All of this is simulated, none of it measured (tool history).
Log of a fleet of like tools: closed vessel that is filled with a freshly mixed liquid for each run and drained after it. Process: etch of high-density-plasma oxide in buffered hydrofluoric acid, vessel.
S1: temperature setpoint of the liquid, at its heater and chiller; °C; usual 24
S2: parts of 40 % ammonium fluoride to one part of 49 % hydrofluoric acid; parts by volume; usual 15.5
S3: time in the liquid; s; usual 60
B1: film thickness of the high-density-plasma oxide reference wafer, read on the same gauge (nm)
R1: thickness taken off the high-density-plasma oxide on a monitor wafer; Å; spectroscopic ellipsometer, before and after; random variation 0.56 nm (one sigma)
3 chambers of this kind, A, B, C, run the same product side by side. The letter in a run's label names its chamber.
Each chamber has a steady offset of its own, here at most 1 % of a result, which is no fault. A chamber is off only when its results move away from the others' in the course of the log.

| run | day | S1 | S2 | S3 | B1 | R1 |
|---|---|---|---|---|---|---|
| 1C | 0.133 | 24 | 15.5 | 60 | 120.01 | 738.32 |
| 2B | 0.25 | 24 | 15.5 | 60 | 119.99 | 721.76 |
| 3A | 0.421 | 24 | 15.5 | 60 | 120.01 | 731.2 |
| 4A | 0.538 | 24 | 15.5 | 60 | 119.99 | 718.82 |
| 5C | 0.75 | 27 | 15.5 | 70 | 119.98 | 993.89 |
| 6B | 0.962 | 27 | 15.5 | 70 | 120.02 | 991.36 |
| 7A | 1.125 | 27 | 15.5 | 70 | 120.01 | 983.78 |
| 8C | 1.262 | 24 | 15.5 | 60 | 120 | 731.83 |
| 9B | 1.462 | 24 | 15.5 | 60 | 120 | 726.57 |
| 10C | 1.592 | 24 | 15.5 | 60 | 120 | 734.22 |
| 11A | 1.8 | 24 | 15.5 | 60 | 119.99 | 700.81 |
| 12B | 1.917 | 24 | 15.5 | 60 | 119.97 | 724.89 |
| 13A | 2.088 | 24 | 15.5 | 60 | 120 | 713.26 |
| 14C | 2.221 | 24 | 15.5 | 60 | 119.99 | 727.87 |
| 15B | 2.425 | 24 | 15.5 | 60 | 120.02 | 728.14 |
| 16C | 2.579 | 24 | 15.5 | 60 | 119.98 | 727.88 |
| 17B | 2.717 | 24 | 15.5 | 60 | 120.01 | 723.18 |
| 18A | 2.888 | 24 | 15.5 | 60 | 119.99 | 691.25 |
| 19C | 3.038 | 24 | 15.5 | 60 | 120.03 | 729.74 |
| 20B | 3.212 | 24 | 15.5 | 60 | 119.98 | 733.37 |
| 21A | 3.404 | 24 | 15.5 | 60 | 120 | 686.41 |
| 22B | 3.608 | 24 | 15.5 | 60 | 120.02 | 733.85 |
| 23A | 3.754 | 24 | 15.5 | 60 | 119.99 | 698.46 |
| 24C | 3.912 | 24 | 15.5 | 60 | 120 | 722.65 |
| 25A | 4.058 | 24 | 15.5 | 60 | 120 | 686.34 |
| 26B | 4.25 | 24 | 15.5 | 60 | 120 | 727.41 |
| 27C | 4.375 | 24 | 15.5 | 60 | 120 | 725.52 |
| 28A | 4.546 | 20.5 | 19.5 | 60 | 120.01 | 454.8 |
| 29C | 4.679 | 20.5 | 19.5 | 60 | 119.98 | 486.28 |
| 30B | 4.829 | 20.5 | 19.5 | 60 | 119.98 | 474.53 |
| 31C | 4.983 | 24 | 15.5 | 60 | 120.02 | 722.98 |
| 32B | 5.079 | 24 | 15.5 | 60 | 120 | 737.36 |
| 33A | 5.196 | 24 | 15.5 | 60 | 120.01 | 675.8 |
| 34B | 5.392 | 27 | 15.5 | 60 | 119.99 | 847.94 |
| 35C | 5.592 | 27 | 15.5 | 60 | 120 | 868.94 |
| 36A | 5.7 | 27 | 15.5 | 60 | 120.04 | 791.21 |

Next, every chamber runs the same settings. What will each give?
| 37A | 5.858 | 24 | 18 | 60 |  | ? |
| 37B | 5.858 | 24 | 18 | 60 |  | ? |
| 37C | 5.858 | 24 | 18 | 60 |  | ? |

| run | R1 |
|---|---|
| 37A | 577.15 |
| 37B | 635.71 |
| 37C | 629.6 |

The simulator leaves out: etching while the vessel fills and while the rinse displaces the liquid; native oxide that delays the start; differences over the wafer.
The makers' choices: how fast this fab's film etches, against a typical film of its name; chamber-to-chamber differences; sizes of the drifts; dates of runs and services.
